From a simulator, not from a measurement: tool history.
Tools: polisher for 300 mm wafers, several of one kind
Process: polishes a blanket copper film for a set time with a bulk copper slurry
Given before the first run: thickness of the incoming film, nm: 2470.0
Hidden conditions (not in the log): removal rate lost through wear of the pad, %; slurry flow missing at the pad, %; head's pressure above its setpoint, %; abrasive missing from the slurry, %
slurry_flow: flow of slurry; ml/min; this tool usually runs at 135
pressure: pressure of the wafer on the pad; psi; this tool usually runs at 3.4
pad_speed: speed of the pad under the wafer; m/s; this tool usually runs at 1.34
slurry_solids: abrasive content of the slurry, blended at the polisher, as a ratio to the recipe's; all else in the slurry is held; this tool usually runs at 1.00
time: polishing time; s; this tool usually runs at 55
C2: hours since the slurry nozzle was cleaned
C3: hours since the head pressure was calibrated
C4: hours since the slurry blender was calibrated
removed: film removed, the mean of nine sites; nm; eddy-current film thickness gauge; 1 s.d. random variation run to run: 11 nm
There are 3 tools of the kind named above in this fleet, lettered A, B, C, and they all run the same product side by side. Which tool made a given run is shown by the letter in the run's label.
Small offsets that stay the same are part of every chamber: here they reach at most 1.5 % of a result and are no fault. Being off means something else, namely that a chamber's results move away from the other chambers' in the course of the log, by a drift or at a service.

At day 0.075: chamber B: slurry blender recalibrated.
At day 0.208: chamber C: worn pad replaced by a new one.
Run 1B, day 0.246: usual settings; wafers polished on this pad 225; C2 238.8; C3 1172.8; C4 4.1. Result: removed 824.57 nm.
At day 0.400: chamber A: worn pad replaced by a new one.
Run 2A, day 0.442: usual settings; wafers polished on this pad 13; C2 181.1; C3 108.1; C4 361.4. Result: removed 802.37 nm.
Run 3C, day 0.704: usual settings; wafers polished on this pad 159; C2 284.1; C3 642.8; C4 266.6. Result: removed 809.05 nm.
At day 0.938: chamber C: slurry blender recalibrated.
Run 4A, day 0.958: usual settings; wafers polished on this pad 179; C2 193.5; C3 120.5; C4 373.8. Result: removed 831.68 nm.
At day 1.025: chamber A: slurry blender recalibrated.
Run 5C, day 1.175: usual settings; wafers polished on this pad 310; C2 295.4; C3 654.1; C4 5.8. Result: removed 818.60 nm.
At day 1.433: chamber B: worn pad replaced by a new one.
Run 6B, day 1.442: usual settings; wafers polished on this pad 2; C2 267.5; C3 1201.5; C4 32.8. Result: removed 791.39 nm.
Run 7B, day 1.633: usual settings but slurry_flow 95 ml/min; wafers polished on this pad 64; C2 272.1; C3 1206.1; C4 37.4. Result: removed 749.81 nm.
Run 8C, day 1.912: usual settings but slurry_flow 95 ml/min; wafers polished on this pad 546; C2 313.1; C3 671.8; C4 23.5. Result: removed 741.50 nm.
Run 9A, day 2.212: usual settings but slurry_flow 95 ml/min; wafers polished on this pad 581; C2 223.6; C3 150.6; C4 28.5. Result: removed 733.51 nm.
Run 10A, day 2.479: usual settings; wafers polished on this pad 666; C2 230.0; C3 157.0; C4 34.9. Result: removed 782.23 nm.
At day 2.642: chamber C: worn pad replaced by a new one.
Run 11B, day 2.667: usual settings; wafers polished on this pad 395; C2 296.9; C3 1230.9; C4 62.2. Result: removed 803.79 nm.
Run 12C, day 2.938: usual settings; wafers polished on this pad 94; C2 337.7; C3 696.4; C4 48.1. Result: removed 812.66 nm.
At day 2.996: chamber B: head pressure recalibrated.
Run 13C, day 3.083: usual settings but slurry_solids 1.25, time 46 s; wafers polished on this pad 141; C2 341.2; C3 699.9; C4 51.6. Result: removed 714.92 nm.
At day 3.250: chamber A: worn pad replaced by a new one.
Run 14B, day 3.400: usual settings but slurry_solids 1.25, time 46 s; wafers polished on this pad 630; C2 314.5; C3 9.7; C4 79.8. Result: removed 707.73 nm.
Run 15A, day 3.625: usual settings but slurry_solids 1.25, time 46 s; wafers polished on this pad 121; C2 257.5; C3 184.5; C4 62.4. Result: removed 718.46 nm.
At day 3.662: chamber B: worn pad replaced by a new one.
At day 3.746: chamber C: slurry nozzle cleaned.
Run 16C, day 3.808: usual settings but slurry_flow 155 ml/min, pressure 4.0 psi; wafers polished on this pad 374; C2 1.5; C3 717.3; C4 69.0. Result: removed 994.63 nm.
Run 17A, day 4.088: usual settings but slurry_flow 155 ml/min, pressure 4.0 psi; wafers polished on this pad 269; C2 268.6; C3 195.6; C4 73.5. Result: removed 986.57 nm.
Run 18B, day 4.383: usual settings but slurry_flow 155 ml/min, pressure 4.0 psi; wafers polished on this pad 232; C2 338.1; C3 33.3; C4 103.4. Result: removed 927.76 nm.
Run 19A, day 4.671: usual settings; wafers polished on this pad 456; C2 282.6; C3 209.6; C4 87.5. Result: removed 809.39 nm.
Run 20B, day 4.817: usual settings; wafers polished on this pad 371; C2 348.5; C3 43.7; C4 113.8. Result: removed 758.00 nm.
Run 21C, day 4.983: usual settings but slurry_flow 90 ml/min; wafers polished on this pad 751; C2 29.7; C3 745.5; C4 97.2. Result: removed 738.19 nm.
Run 22C, day 5.158: usual settings but slurry_flow 90 ml/min; wafers polished on this pad 807; C2 33.9; C3 749.7; C4 101.4. Result: removed 737.16 nm.
Run 23A, day 5.454: usual settings but slurry_flow 90 ml/min; wafers polished on this pad 707; C2 301.4; C3 228.4; C4 106.3. Result: removed 732.35 nm.
At day 5.492: chamber B: worn pad replaced by a new one.
At day 5.546: chamber C: worn pad replaced by a new one.
Run 24B, day 5.675: usual settings; wafers polished on this pad 59; C2 369.1; C3 64.3; C4 134.4. Result: removed 745.88 nm.
Run 25C, day 5.812: usual settings but pad_speed 1.72 m/s; wafers polished on this pad 85; C2 49.6; C3 765.4; C4 117.1. Result: removed 1087.10 nm.
Run 26B, day 6.038: usual settings but pad_speed 1.72 m/s; wafers polished on this pad 175; C2 377.8; C3 73.0; C4 143.1. Result: removed 951.08 nm.

All chambers now run identical settings, listed one chamber a line with results as question marks. What results will each chamber show?
Run 27A, day 6.262: usual settings but time 64 s. Result: removed ?.
Run 27B, day 6.262: usual settings but time 64 s. Result: removed ?.
Run 27C, day 6.262: usual settings but time 64 s. Result: removed ?.

run  removed
27A   936.00
27B   846.44
27C   953.73

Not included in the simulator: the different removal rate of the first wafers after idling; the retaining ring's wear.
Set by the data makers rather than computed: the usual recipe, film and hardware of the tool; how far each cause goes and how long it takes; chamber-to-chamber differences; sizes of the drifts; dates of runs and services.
